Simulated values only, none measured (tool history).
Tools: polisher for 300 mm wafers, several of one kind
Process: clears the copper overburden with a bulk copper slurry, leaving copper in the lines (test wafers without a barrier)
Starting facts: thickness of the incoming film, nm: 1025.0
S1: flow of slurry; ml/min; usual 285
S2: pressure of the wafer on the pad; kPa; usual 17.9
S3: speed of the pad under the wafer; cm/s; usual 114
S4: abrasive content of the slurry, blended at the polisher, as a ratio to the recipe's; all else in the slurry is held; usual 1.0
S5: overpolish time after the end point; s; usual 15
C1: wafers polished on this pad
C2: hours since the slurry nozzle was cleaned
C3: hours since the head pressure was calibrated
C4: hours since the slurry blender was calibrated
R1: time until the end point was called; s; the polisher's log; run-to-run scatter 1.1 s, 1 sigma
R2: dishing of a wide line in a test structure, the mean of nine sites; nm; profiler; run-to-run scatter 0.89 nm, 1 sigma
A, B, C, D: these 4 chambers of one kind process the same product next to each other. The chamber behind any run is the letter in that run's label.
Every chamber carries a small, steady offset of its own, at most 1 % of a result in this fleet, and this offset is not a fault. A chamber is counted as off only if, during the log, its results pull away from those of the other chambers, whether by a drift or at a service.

-- hour=3.2 chamber A: worn pad replaced by a new one
-- hour=6.8 chamber D: worn pad replaced by a new one
run 1A hour=7.7 | S1=285 S2=17.9 S3=114 S4=1.0 S5=15 | C1=49 C2=70.2 C3=734.3 C4=103.3 | R1=95.892 R2=80.018
run 2B hour=14.5 | S1=285 S2=17.9 S3=114 S4=1.0 S5=15 | C1=176 C2=198.4 C3=194.8 C4=171.9 | R1=96.395 R2=79.114
run 3C hour=21.3 | S1=285 S2=17.9 S3=114 S4=1.0 S5=15 | C1=297 C2=231.9 C3=349.2 C4=82.5 | R1=96.374 R2=80.101
run 4D hour=28.4 | S1=285 S2=17.9 S3=114 S4=1.0 S5=15 | C1=236 C2=187.7 C3=329.6 C4=214.1 | R1=95.596 R2=79.823
run 5C hour=32.3 | S1=285 S2=17.9 S3=114 S4=1.0 S5=15 | C1=417 C2=242.9 C3=360.2 C4=93.5 | R1=96.762 R2=78.315
run 6B hour=36.7 | S1=285 S2=17.9 S3=114 S4=1.0 S5=15 | C1=419 C2=220.6 C3=217.0 C4=194.1 | R1=97.183 R2=78.536
run 7D hour=42.1 | S1=285 S2=17.9 S3=114 S4=1.0 S5=15 | C1=385 C2=201.4 C3=343.3 C4=227.8 | R1=97.790 R2=80.595
-- hour=44.0 chamber A: head pressure recalibrated
run 8A hour=47.2 | S1=285 S2=17.9 S3=114 S4=1.0 S5=15 | C1=481 C2=109.7 C3=3.2 C4=142.8 | R1=96.115 R2=80.095
run 9B hour=51.6 | S1=285 S2=17.9 S3=114 S4=0.8 S5=15 | C1=582 C2=235.5 C3=231.9 C4=209.0 | R1=101.400 R2=76.977
run 10A hour=55.8 | S1=285 S2=17.9 S3=114 S4=0.8 S5=15 | C1=575 C2=118.3 C3=11.8 C4=151.4 | R1=100.740 R2=78.113
run 11C hour=60.7 | S1=285 S2=17.9 S3=114 S4=0.8 S5=15 | C1=727 C2=271.3 C3=388.6 C4=121.9 | R1=102.950 R2=75.067
-- hour=63.4 chamber C: worn pad replaced by a new one
run 12D hour=68.4 | S1=285 S2=17.9 S3=114 S4=0.8 S5=15 | C1=673 C2=227.7 C3=369.6 C4=254.1 | R1=102.220 R2=76.865
-- hour=70.2 chamber A: worn pad replaced by a new one
run 13B hour=72.2 | S1=285 S2=22.8 S3=114 S4=1.0 S5=15 | C1=807 C2=256.1 C3=252.5 C4=229.6 | R1=77.194 R2=92.239
run 14D hour=76.4 | S1=285 S2=22.8 S3=114 S4=1.0 S5=15 | C1=760 C2=235.7 C3=377.6 C4=262.1 | R1=75.040 R2=93.793
run 15A hour=82.0 | S1=285 S2=22.8 S3=114 S4=1.0 S5=15 | C1=129 C2=144.5 C3=38.0 C4=177.6 | R1=76.118 R2=95.023
-- hour=86.4 chamber D: slurry blender recalibrated
run 16C hour=88.9 | S1=285 S2=22.8 S3=114 S4=1.0 S5=15 | C1=279 C2=299.5 C3=416.8 C4=150.1 | R1=78.392 R2=92.702
-- hour=91.7 chamber B: slurry blender recalibrated
run 17D hour=92.4 | S1=285 S2=17.9 S3=114 S4=1.0 S5=15 | C1=935 C2=251.7 C3=393.6 C4=6.0 | R1=98.044 R2=80.370
-- hour=95.4 chamber B: slurry nozzle cleaned
run 18C hour=97.4 | S1=285 S2=17.9 S3=114 S4=1.0 S5=15 | C1=372 C2=308.0 C3=425.3 C4=158.6 | R1=98.725 R2=77.644
run 19B hour=101.5 | S1=285 S2=17.9 S3=114 S4=1.0 S5=15 | C1=1127 C2=6.2 C3=281.8 C4=9.9 | R1=97.157 R2=79.503
run 20A hour=109.2 | S1=285 S2=17.9 S3=114 S4=1.0 S5=15 | C1=426 C2=171.7 C3=65.2 C4=204.8 | R1=96.628 R2=79.492
run 21C hour=116.4 | S1=285 S2=17.9 S3=114 S4=1.0 S5=15 | C1=580 C2=327.0 C3=444.3 C4=177.6 | R1=100.460 R2=76.866
run 22A hour=120.3 | S1=285 S2=17.9 S3=114 S4=1.0 S5=15 | C1=548 C2=182.8 C3=76.3 C4=215.9 | R1=98.222 R2=78.356
-- hour=123.3 chamber D: worn pad replaced by a new one
run 23B hour=126.4 | S1=285 S2=17.9 S3=114 S4=1.0 S5=15 | C1=1399 C2=31.1 C3=306.7 C4=34.8 | R1=95.830 R2=81.320
-- hour=132.1 chamber C: worn pad replaced by a new one
run 24D hour=132.1 | S1=285 S2=17.9 S3=114 S4=1.0 S5=15 | C1=97 C2=291.4 C3=433.3 C4=45.7 | R1=95.858 R2=77.673
run 25B hour=135.9 | S1=285 S2=17.9 S3=114 S4=1.0 S5=15 | C1=1503 C2=40.6 C3=316.2 C4=44.3 | R1=98.266 R2=79.828
-- hour=138.5 chamber A: worn pad replaced by a new one
run 26C hour=139.3 | S1=285 S2=17.9 S3=150 S4=1.0 S5=15 | C1=79 C2=349.9 C3=467.2 C4=200.5 | R1=77.941 R2=88.759
run 27A hour=143.6 | S1=285 S2=17.9 S3=150 S4=1.0 S5=15 | C1=56 C2=206.1 C3=99.6 C4=239.2 | R1=73.067 R2=91.804

Does one chamber stand apart from the rest, does the shared gauge drift, or is all well apart from small per-chamber offsets? Give the chamber and the most likely cause, where there is one.

One chamber, C, drifts off from the rest bit by bit.
What lies behind it: abrasive missing from the slurry, % = 25.8.
The log may not separate it from: slurry flow missing at the pad, %; head's pressure below its setpoint, %.

Below are 4 candidate recipes for chamber C's next run, each the usual settings with a change, their results shown as question marks. Which of them brings C's results back in line with what the other chambers give on the usual settings?
Allowed miss from the other chambers' usual-settings mean, per result, to count as in line: R1 3.900 s; R2 3.100 nm
run 28C-1 hour=149.2 | S1=285 S2=18.6 S3=118 S4=1.0 S5=15 | R1=? R2=?
run 28C-2 hour=149.2 | S1=285 S2=19.3 S3=122 S4=1.0 S5=15 | R1=? R2=?
run 28C-3 hour=149.2 | S1=285 S2=16.5 S3=106 S4=1.0 S5=16 | R1=? R2=?
run 28C-4 hour=149.2 | S1=285 S2=17.2 S3=110 S4=1.0 S5=15 | R1=? R2=?

What the other chambers average on the usual settings: R1 96.681 s; R2 79.554 nm
run=28C-1 R1=96.141 R2=81.082
run=28C-2 R1=89.655 R2=84.902
run=28C-3 R1=120.460 R2=72.218
run=28C-4 R1=111.420 R2=73.305
The answer is 28C-1, which returns the chamber to within the allowed miss of the others.
